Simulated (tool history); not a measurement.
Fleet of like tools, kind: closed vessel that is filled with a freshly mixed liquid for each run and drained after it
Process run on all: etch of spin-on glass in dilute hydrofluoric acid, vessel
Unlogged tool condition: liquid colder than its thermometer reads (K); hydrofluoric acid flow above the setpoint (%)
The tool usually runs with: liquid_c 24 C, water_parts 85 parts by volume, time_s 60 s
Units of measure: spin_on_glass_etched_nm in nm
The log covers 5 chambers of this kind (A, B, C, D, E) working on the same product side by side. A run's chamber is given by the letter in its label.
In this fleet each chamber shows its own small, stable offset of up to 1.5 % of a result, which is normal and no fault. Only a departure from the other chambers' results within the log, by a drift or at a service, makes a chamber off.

run	hour	liquid_c	water_parts	time_s	hours since the thermometer was replaced	hours since the hydrofluoric acid flow meter was replaced	read-back film thickness of the spin-on glass reference wafer, read on the same gauge (nm)	spin_on_glass_etched_nm
1E	12.8	24	85	60	1332.2	735.1	90.002	19.434
2A	25.5	24	85	60	456.7	369.9	89.997	19.511
3D	38.4	24	85	60	2106.6	1243	89.983	19.493
# hour 45.5: chamber D: hydrofluoric acid flow meter replaced
4B	47.4	24	85	60	617.8	804.6	89.994	19.606
5C	60.4	24	110	45	1373.9	1320.2	89.995	10.758
6C	67.8	24	110	45	1381.3	1327.6	90.017	10.809
7D	81.8	24	110	45	2150	36.4	90.008	10.859
8A	93.8	24	110	45	525	438.2	90.014	10.837
9E	107	24	110	45	1426.4	829.3	90.01	11.002
10B	121.5	24	85	60	691.9	878.7	89.99	19.523
11B	131.8	24	85	60	702.2	889	89.967	19.27
12D	146.3	24	85	60	2214.5	100.9	90.019	19.193
13C	158.1	24	85	60	1471.6	1417.9	89.979	19.235
14A	173.2	24	85	60	604.4	517.6	90.016	19.503
15E	188	24	85	60	1507.4	910.3	89.985	19.31
16B	196.7	24	85	60	767.1	953.9	89.991	19.309
17C	208.7	24	85	60	1522.2	1468.5	89.999	19.369
18D	223.8	24	85	90	2292	178.4	90.014	29.201
19E	237.4	24	85	90	1556.8	959.7	89.995	29.116
20A	244	24	85	90	675.2	588.4	90.018	29.331
21C	256.8	24	85	90	1570.3	1516.6	89.996	28.823
# hour 263.2: chamber C: hydrofluoric acid flow meter replaced
22E	267	24	85	90	1586.4	989.3	89.997	29.427
23B	274.4	24	85	60	844.8	1031.6	90.014	19.107
24D	284.8	24	85	60	2353	239.4	89.992	19.639
25A	294	24	85	60	725.2	638.4	90.019	19.63
26E	308.9	24	85	60	1628.3	1031.2	89.984	19.575
27B	319.6	24	85	60	890	1076.8	90.023	19.119
28D	328.5	24	85	60	2396.7	283.1	89.993	19.456
29A	342.3	26.5	125	60	773.5	686.7	89.994	13.834
30C	353.3	26.5	125	60	1666.8	90.1	89.998	13.737
31E	366.8	26.5	125	60	1686.2	1089.1	89.995	13.837
# hour 372.8: chamber C: thermometer replaced
32D	381.1	26.5	125	60	2449.3	335.7	90.003	13.878
33A	393	26.5	125	60	824.2	737.4	89.989	13.824
34C	403.3	24	85	60	30.6	140.1	90.028	19.022
35B	417.3	24	85	60	987.7	1174.5	89.988	18.661
36C	426.8	24	85	60	54.1	163.6	90.004	19.114
37B	436.9	19.5	85	60	1007.3	1194.1	89.997	15.583

The same settings go to every chamber for the next run, one line per chamber below. Forecast the results for each:
38A	447.7	24	85	60				?
38B	447.7	24	85	60				?
38C	447.7	24	85	60				?
38D	447.7	24	85	60				?
38E	447.7	24	85	60				?

run	spin_on_glass_etched_nm
38A	19.571
38B	18.832
38C	19.111
38D	19.561
38E	19.375
